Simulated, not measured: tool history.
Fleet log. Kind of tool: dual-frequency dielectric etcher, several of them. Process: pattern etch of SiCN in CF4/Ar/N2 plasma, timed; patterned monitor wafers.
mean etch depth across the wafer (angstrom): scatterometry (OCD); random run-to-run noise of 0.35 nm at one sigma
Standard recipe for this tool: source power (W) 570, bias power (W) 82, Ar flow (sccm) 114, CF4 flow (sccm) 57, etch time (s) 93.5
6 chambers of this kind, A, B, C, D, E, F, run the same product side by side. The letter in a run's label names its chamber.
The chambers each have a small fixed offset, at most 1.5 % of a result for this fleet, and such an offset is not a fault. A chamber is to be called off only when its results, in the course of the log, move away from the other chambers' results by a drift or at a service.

| run | hour | source power (W) | bias power (W) | Ar flow (sccm) | CF4 flow (sccm) | etch time (s) | read-back reference wafer on the same gauge, depth_nm | mean etch depth across the wafer (angstrom) |
|---|---|---|---|---|---|---|---|---|
| 1C | 6.1 | 570 | 82 | 114 | 57 | 93.5 | 108.66 | 989 |
|  | 8.3 | chamber C: wet clean of the chamber |
| 2D | 11.4 | 570 | 82 | 114 | 57 | 93.5 | 108.67 | 979.87 |
| 3F | 14.6 | 570 | 82 | 114 | 57 | 93.5 | 108.45 | 993.67 |
|  | 16.7 | chamber A: bias power generator calibrated |
| 4B | 18.3 | 570 | 82 | 114 | 57 | 93.5 | 108.55 | 994.02 |
| 5E | 23.6 | 570 | 82 | 114 | 57 | 93.5 | 108.62 | 983.3 |
|  | 26.6 | chamber B: source power generator calibrated |
| 6A | 27.8 | 570 | 82 | 114 | 57 | 93.5 | 108.59 | 985.67 |
| 7A | 32.5 | 570 | 82 | 114 | 57 | 93.5 | 108.48 | 980.72 |
| 8D | 37.3 | 570 | 82 | 141 | 57 | 84.5 | 108.6 | 860.16 |
| 9C | 40.9 | 570 | 82 | 141 | 57 | 84.5 | 108.54 | 862.05 |
| 10E | 46.7 | 570 | 82 | 141 | 57 | 84.5 | 108.6 | 862.96 |
| 11B | 49.7 | 570 | 82 | 141 | 57 | 84.5 | 108.62 | 861.08 |
| 12F | 55.8 | 570 | 82 | 141 | 57 | 84.5 | 108.62 | 874.14 |
| 13B | 60.1 | 570 | 82 | 141 | 57 | 84.5 | 108.57 | 866.18 |
| 14F | 63.9 | 570 | 82 | 114 | 57 | 93.5 | 108.57 | 994.21 |
| 15E | 68.1 | 570 | 82 | 104 | 57 | 93.5 | 108.55 | 996.68 |
| 16D | 71.8 | 570 | 82 | 104 | 57 | 93.5 | 108.61 | 998.56 |
| 17A | 77.2 | 570 | 82 | 104 | 57 | 93.5 | 108.51 | 1002.9 |
| 18C | 82.9 | 570 | 82 | 104 | 57 | 93.5 | 108.63 | 1006.7 |
| 19B | 86.7 | 570 | 82 | 104 | 57 | 93.5 | 108.54 | 1005.5 |
| 20C | 91.3 | 570 | 82 | 104 | 57 | 93.5 | 108.55 | 1003.3 |
| 21A | 95.6 | 570 | 82 | 96 | 57 | 69 | 108.57 | 747.75 |
| 22D | 101.2 | 570 | 82 | 96 | 57 | 69 | 108.5 | 749.4 |
| 23F | 106.4 | 570 | 82 | 96 | 57 | 69 | 108.59 | 756.72 |
| 24E | 112.1 | 570 | 82 | 96 | 57 | 69 | 108.61 | 749.36 |
| 25D | 117.4 | 570 | 82 | 96 | 57 | 69 | 108.66 | 752.06 |
| 26F | 121.4 | 570 | 82 | 96 | 57 | 69 | 108.54 | 750.37 |
| 27A | 126.7 | 570 | 82 | 131 | 57 | 93.5 | 108.64 | 968.46 |
| 28E | 133 | 570 | 82 | 131 | 57 | 93.5 | 108.63 | 966.57 |
| 29B | 139.5 | 570 | 82 | 131 | 57 | 93.5 | 108.63 | 971.97 |
| 30C | 143.9 | 570 | 82 | 131 | 57 | 93.5 | 108.56 | 961.91 |
| 31F | 147.9 | 570 | 82 | 131 | 57 | 93.5 | 108.56 | 973.25 |
| 32E | 151.4 | 570 | 82 | 131 | 57 | 93.5 | 108.61 | 969.77 |
| 33C | 155.2 | 570 | 82 | 114 | 57 | 93.5 | 108.56 | 989.01 |
| 34B | 159.5 | 570 | 82 | 114 | 57 | 93.5 | 108.65 | 992.79 |
| 35A | 165.3 | 570 | 82 | 114 | 57 | 93.5 | 108.51 | 984.41 |
| 36D | 171 | 570 | 82 | 114 | 57 | 93.5 | 108.55 | 1004.3 |
| 37C | 174.2 | 570 | 82 | 114 | 57 | 93.5 | 108.69 | 981.43 |
| 38F | 180.1 | 570 | 82 | 114 | 57 | 93.5 | 108.55 | 1000.6 |

Read the log: is a single chamber off, either drifting away or since a service, is the gauge that measures every chamber drifting, or is nothing wrong beyond small per-chamber offsets? Name any odd chamber and what most likely caused it.

Chamber D drifts away from the others.
Cause: etch rate over this chamber's usual, % = 2.56.
It could be hard to tell apart here from: source power that arrives over what is set, %.

Here are 4 candidates for chamber D's next run, each the usual settings with a change, their results left as question marks. Which one brings its results back in line with what the others give on the usual settings?
To be in line, a result may differ from the other chambers' mean on the usual settings by at most: mean etch depth across the wafer (angstrom) 12
| 39D-1 | 184.7 | 580 | 82 | 114 | 57 | 95.5 |  | ? |
| 39D-2 | 184.7 | 560 | 82 | 114 | 57 | 93.5 |  | ? |
| 39D-3 | 184.7 | 580 | 82 | 114 | 57 | 93.5 |  | ? |
| 39D-4 | 184.7 | 570 | 82 | 141 | 57 | 93.5 |  | ? |

Other chambers, usual settings, mean: mean etch depth across the wafer (angstrom) 989.86
| run | mean etch depth across the wafer (angstrom) |
|---|---|
| 39D-1 | 1042.5 |
| 39D-2 | 990.4 |
| 39D-3 | 1020.7 |
| 39D-4 | 971.97 |
With 39D-2, the chamber falls back in line with the rest.
